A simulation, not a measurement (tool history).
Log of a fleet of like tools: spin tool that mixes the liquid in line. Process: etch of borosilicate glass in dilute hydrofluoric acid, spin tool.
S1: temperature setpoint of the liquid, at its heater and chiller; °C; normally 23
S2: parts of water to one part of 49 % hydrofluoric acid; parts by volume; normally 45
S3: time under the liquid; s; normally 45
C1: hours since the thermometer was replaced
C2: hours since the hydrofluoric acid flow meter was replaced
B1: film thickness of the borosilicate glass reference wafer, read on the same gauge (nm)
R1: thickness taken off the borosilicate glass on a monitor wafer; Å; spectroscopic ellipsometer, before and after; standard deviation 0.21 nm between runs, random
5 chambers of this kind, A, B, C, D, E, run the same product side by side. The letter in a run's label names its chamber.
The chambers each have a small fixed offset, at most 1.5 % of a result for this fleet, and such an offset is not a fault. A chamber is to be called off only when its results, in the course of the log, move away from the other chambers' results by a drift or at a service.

run	hour	S1	S2	S3	C1	C2	B1	R1
1C	6.2	23	45	45	795.9	626.7	89.976	227.56
2D	14.3	23	45	45	490.2	731.4	90.007	232.97
3B	20.2	23	45	45	24.5	303.2	90.002	229.93
4E	25.9	23	45	45	1315.8	106	90.022	229.97
5A	31.3	23	45	45	733.1	761.3	90.016	228.1
6B	35	23	45	45	39.3	318	89.994	231.15
7E	39.6	23	45	45	1329.5	119.7	90.011	231.04
8A	45.3	23	45	45	747.1	775.3	89.992	227.39
9D	49.4	23	45	45	525.3	766.5	89.991	230.54
10C	55.1	23	45	45	844.8	675.6	89.972	230.05
11B	62.3	23	45	45	66.6	345.3	89.987	230.9
12C	69.2	23	45	45	858.9	689.7	89.988	226.84
13D	74.1	23	45	45	550	791.2	89.989	230.96
14E	82.3	23	45	45	1372.2	162.4	89.988	227.73
15A	86.8	23	45	45	788.6	816.8	89.992	226.84
16C	94.4	23	45	45	884.1	714.9	90.001	230.32
17E	98.2	23	45	45	1388.1	178.3	89.998	231.78
18D	105.5	23	45	45	581.4	822.6	89.962	228.47
19A	110.8	19	45	65	812.6	840.8	89.973	276.17
20B	115.9	19	45	65	120.2	398.9	89.972	280.78
21D	121.6	19	45	65	597.5	838.7	90.013	278.05
22B	125.5	19	45	65	129.8	408.5	89.999	280.93
23A	130.1	19	45	65	831.9	860.1	89.998	274.38
24C	133.7	23	45	45	923.4	754.2	89.965	230.44
25E	139.1	23	45	45	1429	219.2	90.02	227.56
26E	143.3	23	45	45	1433.2	223.4	89.997	230.34
# hour 146.2: chamber C: thermometer replaced
27C	147.1	23	45	45	1	767.6	90.007	229.59
28D	155	23	45	45	630.9	872.1	89.967	229.66
29B	161.2	23	45	45	165.5	444.2	89.99	231.15
30A	166.7	23	45	45	868.5	896.7	90.007	226.5
31E	171	23	45	45	1460.9	251.1	89.952	229.79
32D	178.6	23	45	45	654.5	895.7	90.022	230.92
33B	185.4	23	45	45	189.7	468.4	90.025	231.55
34C	193.6	23	45	25	47.5	814.1	90.003	126.66
35A	200.2	23	45	25	902	930.2	90.007	126.1

Next, all 5 chambers run the settings below, one line each with question marks for the results. What does each chamber give?
36A	206.2	23	45	45				?
36B	206.2	23	45	45				?
36C	206.2	23	45	45				?
36D	206.2	23	45	45				?
36E	206.2	23	45	45				?

run	R1
36A	227.84
36B	229.56
36C	232.29
36D	232.13
36E	229.86
